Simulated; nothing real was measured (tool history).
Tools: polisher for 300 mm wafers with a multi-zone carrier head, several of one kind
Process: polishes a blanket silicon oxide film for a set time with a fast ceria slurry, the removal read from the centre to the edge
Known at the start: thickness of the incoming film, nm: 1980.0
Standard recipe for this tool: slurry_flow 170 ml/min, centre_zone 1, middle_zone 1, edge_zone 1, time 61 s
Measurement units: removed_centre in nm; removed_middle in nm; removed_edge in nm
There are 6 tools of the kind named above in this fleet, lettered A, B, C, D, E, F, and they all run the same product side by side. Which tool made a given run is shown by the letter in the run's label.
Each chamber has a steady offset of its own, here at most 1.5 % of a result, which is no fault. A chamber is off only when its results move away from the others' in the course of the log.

| run | hour | slurry_flow | centre_zone | middle_zone | edge_zone | time | removed_centre | removed_middle | removed_edge |
|---|---|---|---|---|---|---|---|---|---|
|  | 2.2 | chamber A: worn pad replaced by a new one |
| 1B | 2.5 | 170 | 1 | 1 | 1 | 61 | 599.36 | 594.78 | 595.56 |
| 2F | 5.8 | 170 | 1 | 1 | 1 | 61 | 599.37 | 590.27 | 591.5 |
| 3E | 9.1 | 170 | 1 | 1 | 1 | 61 | 589.28 | 590.68 | 610.43 |
| 4C | 11.5 | 170 | 1 | 1 | 1 | 61 | 598.42 | 602.82 | 595.75 |
| 5D | 14.5 | 170 | 1.11 | 1 | 1.04 | 61 | 667.06 | 580.81 | 593.89 |
| 6A | 18.8 | 170 | 1.11 | 1 | 1.04 | 61 | 669.18 | 594.08 | 632.6 |
|  | 21.9 | chamber E: worn pad replaced by a new one |
| 7A | 23.1 | 170 | 1.11 | 1 | 1.04 | 61 | 670.91 | 588.31 | 619 |
| 8C | 25.6 | 170 | 1.11 | 1 | 1.04 | 61 | 665.08 | 596.67 | 611.74 |
|  | 25.7 | chamber D: worn pad replaced by a new one |
|  | 28.9 | chamber C: worn pad replaced by a new one |
| 9B | 29.7 | 170 | 1.11 | 1 | 1.04 | 61 | 670.4 | 599.71 | 601.3 |
| 10E | 32.5 | 170 | 1.11 | 1 | 1.04 | 61 | 666.07 | 593.78 | 584.15 |
| 11D | 36.7 | 170 | 1 | 1 | 1 | 61 | 601.25 | 584.05 | 597.8 |
| 12F | 41.3 | 170 | 1 | 1 | 1 | 61 | 600.31 | 589.42 | 593.12 |
| 13D | 45.1 | 170 | 1 | 1 | 1 | 61 | 601.76 | 586.15 | 585.8 |
|  | 46.1 | chamber F: worn pad replaced by a new one |
| 14F | 49.6 | 170 | 1 | 1 | 1 | 61 | 599.85 | 591.85 | 605.88 |
|  | 53.7 | chamber B: worn pad replaced by a new one |
| 15A | 53.7 | 170 | 1 | 1 | 1 | 61 | 594.47 | 597.53 | 595.72 |
| 16C | 56.7 | 170 | 1 | 1 | 1 | 61 | 593.49 | 593.13 | 599.41 |
|  | 56.8 | chamber A: centre zone pressure recalibrated |
| 17E | 60.1 | 170 | 1 | 1 | 1 | 61 | 593.46 | 598.23 | 589.07 |
| 18B | 62.8 | 170 | 1 | 1 | 1 | 61 | 600.84 | 593.95 | 598.48 |
| 19F | 66.6 | 170 | 1 | 1 | 1 | 61 | 596.1 | 586.96 | 586.57 |
| 20C | 70.9 | 170 | 1 | 1 | 1 | 61 | 595.76 | 606.78 | 607.96 |
| 21E | 74.4 | 170 | 1 | 1 | 1 | 61 | 588.92 | 584.83 | 590.94 |
| 22A | 77.1 | 170 | 1 | 0.93 | 1 | 61 | 592.61 | 556.69 | 603.68 |
| 23D | 79.9 | 170 | 1 | 0.93 | 1 | 61 | 591.77 | 557.43 | 582.75 |
| 24B | 84 | 170 | 1 | 0.93 | 1 | 61 | 602.79 | 571.76 | 596.25 |
|  | 84.2 | chamber E: worn pad replaced by a new one |
| 25F | 86.4 | 170 | 1 | 0.93 | 1 | 61 | 595.88 | 552.25 | 602.17 |
|  | 89.5 | chamber C: worn pad replaced by a new one |
| 26C | 91 | 170 | 1 | 0.93 | 1 | 61 | 594.48 | 557.12 | 584.45 |
| 27B | 94.3 | 170 | 1 | 0.93 | 1 | 61 | 603.31 | 556.51 | 582.6 |
| 28A | 98.3 | 170 | 1 | 1 | 1 | 61 | 588.89 | 588.61 | 596.7 |
| 29D | 100.6 | 170 | 0.89 | 1 | 1 | 81 | 699.08 | 793.89 | 783.03 |
| 30E | 104.4 | 170 | 0.89 | 1 | 1 | 81 | 682.46 | 788.77 | 782.76 |
| 31C | 107.7 | 170 | 0.89 | 1 | 1 | 81 | 690.8 | 792.82 | 782.9 |
| 32D | 110.4 | 170 | 0.89 | 1 | 1 | 81 | 700.92 | 787.54 | 779.99 |
|  | 110.8 | chamber A: worn pad replaced by a new one |
|  | 112.9 | chamber D: worn pad replaced by a new one |
| 33B | 113.8 | 170 | 0.89 | 1 | 1 | 81 | 696.55 | 797.06 | 781.46 |
| 34E | 116.7 | 170 | 0.89 | 1 | 1 | 81 | 673.54 | 781.97 | 779.05 |
| 35F | 121.2 | 170 | 1 | 1 | 1 | 61 | 597.83 | 595.72 | 595.43 |
| 36A | 124.2 | 170 | 1 | 1 | 1 | 61 | 590.23 | 592.93 | 613.17 |
| 37F | 128 | 170 | 1 | 1 | 1 | 61 | 599.55 | 587.63 | 593.85 |
| 38E | 132.1 | 170 | 1 | 1 | 1 | 61 | 565.08 | 584.02 | 589.11 |
|  | 134.7 | chamber B: worn pad replaced by a new one |
| 39C | 136.1 | 170 | 1 | 1 | 1 | 61 | 594.55 | 588 | 594.87 |
| 40A | 138.6 | 170 | 1 | 1.07 | 1 | 61 | 597.08 | 631.52 | 611.45 |
|  | 140.7 | chamber D: slurry nozzle cleaned |
| 41D | 142.6 | 170 | 1 | 1.07 | 1 | 61 | 596.08 | 633.23 | 583.75 |
| 42B | 146.5 | 170 | 1 | 1.07 | 1 | 61 | 603.5 | 630.18 | 598.36 |

Next, every chamber runs the same settings. What will each give?
| 43A | 150 | 170 | 1 | 1 | 1 | 68 | ? | ? | ? |
| 43B | 150 | 170 | 1 | 1 | 1 | 68 | ? | ? | ? |
| 43C | 150 | 170 | 1 | 1 | 1 | 68 | ? | ? | ? |
| 43D | 150 | 170 | 1 | 1 | 1 | 68 | ? | ? | ? |
| 43E | 150 | 170 | 1 | 1 | 1 | 68 | ? | ? | ? |
| 43F | 150 | 170 | 1 | 1 | 1 | 68 | ? | ? | ? |

| run | removed_centre | removed_middle | removed_edge |
|---|---|---|---|
| 43A | 661.06 | 667.87 | 678.08 |
| 43B | 667.46 | 662.69 | 652.47 |
| 43C | 666.88 | 658.93 | 653.7 |
| 43D | 668.08 | 669.42 | 639.43 |
| 43E | 631.98 | 652 | 656.91 |
| 43F | 672.52 | 657.11 | 663.53 |
